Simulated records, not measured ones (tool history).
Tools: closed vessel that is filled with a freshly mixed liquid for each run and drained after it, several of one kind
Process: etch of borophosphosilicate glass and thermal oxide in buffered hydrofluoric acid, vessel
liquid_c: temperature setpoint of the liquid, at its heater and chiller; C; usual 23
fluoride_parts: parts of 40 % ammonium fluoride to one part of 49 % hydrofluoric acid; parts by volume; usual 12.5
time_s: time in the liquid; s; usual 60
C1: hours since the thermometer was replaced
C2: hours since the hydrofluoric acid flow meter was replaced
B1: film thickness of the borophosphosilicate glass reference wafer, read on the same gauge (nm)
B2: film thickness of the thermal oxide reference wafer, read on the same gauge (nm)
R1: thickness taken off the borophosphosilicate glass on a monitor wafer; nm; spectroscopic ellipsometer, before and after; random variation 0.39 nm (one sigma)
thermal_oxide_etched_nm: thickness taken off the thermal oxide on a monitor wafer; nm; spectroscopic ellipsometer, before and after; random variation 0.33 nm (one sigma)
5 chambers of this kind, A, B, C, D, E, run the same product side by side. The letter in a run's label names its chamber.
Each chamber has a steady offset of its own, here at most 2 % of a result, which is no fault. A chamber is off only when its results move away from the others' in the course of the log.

run 1D hour=6.6 | liquid_c=23 fluoride_parts=12.5 time_s=60 | C1=99.6 C2=2006.7 | B1=149.96 B2=120 | R1=56.15 thermal_oxide_etched_nm=53.276
run 2B hour=11.1 | liquid_c=23 fluoride_parts=12.5 time_s=60 | C1=515.3 C2=176.4 | B1=149.99 B2=120 | R1=57.876 thermal_oxide_etched_nm=53.919
run 3C hour=18.4 | liquid_c=23 fluoride_parts=12.5 time_s=60 | C1=1481.4 C2=213.2 | B1=149.98 B2=119.99 | R1=56.13 thermal_oxide_etched_nm=53.444
run 4A hour=24.9 | liquid_c=23 fluoride_parts=12.5 time_s=60 | C1=533.1 C2=140.8 | B1=150.04 B2=119.99 | R1=56.311 thermal_oxide_etched_nm=53.483
run 5E hour=32.8 | liquid_c=23 fluoride_parts=12.5 time_s=60 | C1=46.3 C2=1667.5 | B1=149.98 B2=120 | R1=57.518 thermal_oxide_etched_nm=53.85
run 6E hour=38.7 | liquid_c=23 fluoride_parts=11 time_s=60 | C1=52.2 C2=1673.4 | B1=150.02 B2=120 | R1=64.815 thermal_oxide_etched_nm=61.037
run 7B hour=42.8 | liquid_c=23 fluoride_parts=11 time_s=60 | C1=547 C2=208.1 | B1=149.98 B2=120 | R1=64.316 thermal_oxide_etched_nm=61.326
run 8A hour=48.9 | liquid_c=23 fluoride_parts=11 time_s=60 | C1=557.1 C2=164.8 | B1=149.99 B2=120 | R1=63.597 thermal_oxide_etched_nm=60.42
run 9D hour=57 | liquid_c=23 fluoride_parts=11 time_s=60 | C1=150 C2=2057.1 | B1=150.03 B2=119.99 | R1=63.774 thermal_oxide_etched_nm=61.084
run 10C hour=62.5 | liquid_c=23 fluoride_parts=11 time_s=60 | C1=1525.5 C2=257.3 | B1=150.02 B2=120 | R1=63.848 thermal_oxide_etched_nm=61.13
run 11B hour=67.7 | liquid_c=23 fluoride_parts=12.5 time_s=60 | C1=571.9 C2=233 | B1=149.99 B2=120.01 | R1=56.829 thermal_oxide_etched_nm=53.889
run 12C hour=75.9 | liquid_c=23 fluoride_parts=12.5 time_s=60 | C1=1538.9 C2=270.7 | B1=150.03 B2=120.01 | R1=57.554 thermal_oxide_etched_nm=54.564
run 13E hour=81.3 | liquid_c=23 fluoride_parts=12.5 time_s=60 | C1=94.8 C2=1716 | B1=149.99 B2=120 | R1=57.78 thermal_oxide_etched_nm=53.683
run 14D hour=88.3 | liquid_c=23 fluoride_parts=12.5 time_s=60 | C1=181.3 C2=2088.4 | B1=149.96 B2=120 | R1=56.689 thermal_oxide_etched_nm=52.924
-- hour=90.7 chamber E: hydrofluoric acid flow meter replaced
run 15A hour=94.9 | liquid_c=23 fluoride_parts=12.5 time_s=60 | C1=603.1 C2=210.8 | B1=149.97 B2=120 | R1=55.633 thermal_oxide_etched_nm=53.998
run 16D hour=102 | liquid_c=23 fluoride_parts=12.5 time_s=60 | C1=195 C2=2102.1 | B1=150.02 B2=120 | R1=56.452 thermal_oxide_etched_nm=53.666
-- hour=102.8 chamber D: hydrofluoric acid flow meter replaced
run 17E hour=106 | liquid_c=23 fluoride_parts=12.5 time_s=60 | C1=119.5 C2=15.4 | B1=149.95 B2=119.98 | R1=57.231 thermal_oxide_etched_nm=52.905
run 18C hour=109.8 | liquid_c=23 fluoride_parts=12.5 time_s=80 | C1=1572.8 C2=304.6 | B1=150 B2=120.01 | R1=78.456 thermal_oxide_etched_nm=74.315
run 19A hour=115.6 | liquid_c=23 fluoride_parts=12.5 time_s=80 | C1=623.8 C2=231.5 | B1=149.98 B2=119.99 | R1=75.537 thermal_oxide_etched_nm=70.715
run 20B hour=122.1 | liquid_c=23 fluoride_parts=12.5 time_s=80 | C1=626.3 C2=287.4 | B1=150 B2=120.01 | R1=76.048 thermal_oxide_etched_nm=71.479
run 21C hour=127.6 | liquid_c=23 fluoride_parts=12.5 time_s=80 | C1=1590.6 C2=322.4 | B1=149.97 B2=119.99 | R1=77.678 thermal_oxide_etched_nm=74.2
run 22A hour=135.8 | liquid_c=23 fluoride_parts=12.5 time_s=80 | C1=644 C2=251.7 | B1=149.95 B2=120 | R1=74.304 thermal_oxide_etched_nm=72.248
run 23E hour=142.9 | liquid_c=23 fluoride_parts=12.5 time_s=60 | C1=156.4 C2=52.3 | B1=150.02 B2=119.98 | R1=57.068 thermal_oxide_etched_nm=53.616
run 24B hour=150.5 | liquid_c=18.5 fluoride_parts=12.5 time_s=60 | C1=654.7 C2=315.8 | B1=150.05 B2=120.01 | R1=44.208 thermal_oxide_etched_nm=42.361
run 25D hour=158 | liquid_c=18.5 fluoride_parts=12.5 time_s=60 | C1=251 C2=55.3 | B1=150 B2=120.01 | R1=44.44 thermal_oxide_etched_nm=41.208
run 26C hour=162.8 | liquid_c=18.5 fluoride_parts=12.5 time_s=60 | C1=1625.8 C2=357.6 | B1=150.01 B2=120 | R1=46.09 thermal_oxide_etched_nm=44.528
run 27B hour=169.2 | liquid_c=18.5 fluoride_parts=12.5 time_s=60 | C1=673.4 C2=334.5 | B1=150.01 B2=119.99 | R1=44.79 thermal_oxide_etched_nm=42.213
run 28E hour=177 | liquid_c=18.5 fluoride_parts=12.5 time_s=60 | C1=190.5 C2=86.4 | B1=149.98 B2=119.99 | R1=44.986 thermal_oxide_etched_nm=41.301
run 29A hour=181.6 | liquid_c=23 fluoride_parts=12.5 time_s=60 | C1=689.8 C2=297.5 | B1=150.01 B2=119.99 | R1=55.906 thermal_oxide_etched_nm=54.059
run 30D hour=186.4 | liquid_c=23 fluoride_parts=12.5 time_s=60 | C1=279.4 C2=83.7 | B1=150.02 B2=119.99 | R1=57.04 thermal_oxide_etched_nm=53.636
run 31D hour=194.4 | liquid_c=23 fluoride_parts=12.5 time_s=60 | C1=287.4 C2=91.7 | B1=150.02 B2=120 | R1=55.814 thermal_oxide_etched_nm=54.036

What goes on in this fleet: one chamber off, a drifting gauge, or nothing beyond the chambers' own small offsets? Name the chamber and the cause, if any.

Chamber C drifts away from the others.
Cause: hydrofluoric acid flow above the setpoint (%) = 7.99.
The log may not tell that from: liquid hotter than its thermometer reads (K).

Here are 4 candidates for chamber C's next run, each the usual settings with a change, their results left as question marks. Which one brings its results back in line with what the others give on the usual settings?
In line means no further than this from the other chambers' mean on the usual settings: R1 1.4 nm; thermal_oxide_etched_nm 1.2 nm
run 32C-1 hour=200.7 | liquid_c=17 fluoride_parts=8 time_s=50 | R1=? thermal_oxide_etched_nm=?
run 32C-2 hour=200.7 | liquid_c=30 fluoride_parts=18.5 time_s=65 | R1=? thermal_oxide_etched_nm=?
run 32C-3 hour=200.7 | liquid_c=18 fluoride_parts=9 time_s=55 | R1=? thermal_oxide_etched_nm=?
run 32C-4 hour=200.7 | liquid_c=28.5 fluoride_parts=16.5 time_s=65 | R1=? thermal_oxide_etched_nm=?

The other chambers' mean on the usual settings: R1 56.73 nm; thermal_oxide_etched_nm 53.579 nm
run=32C-1 R1=54.865 thermal_oxide_etched_nm=51.77
run=32C-2 R1=65.289 thermal_oxide_etched_nm=62.509
run=32C-3 R1=56.279 thermal_oxide_etched_nm=53.239
run=32C-4 R1=67.438 thermal_oxide_etched_nm=64.498
32C-3 brings the chamber back in line.
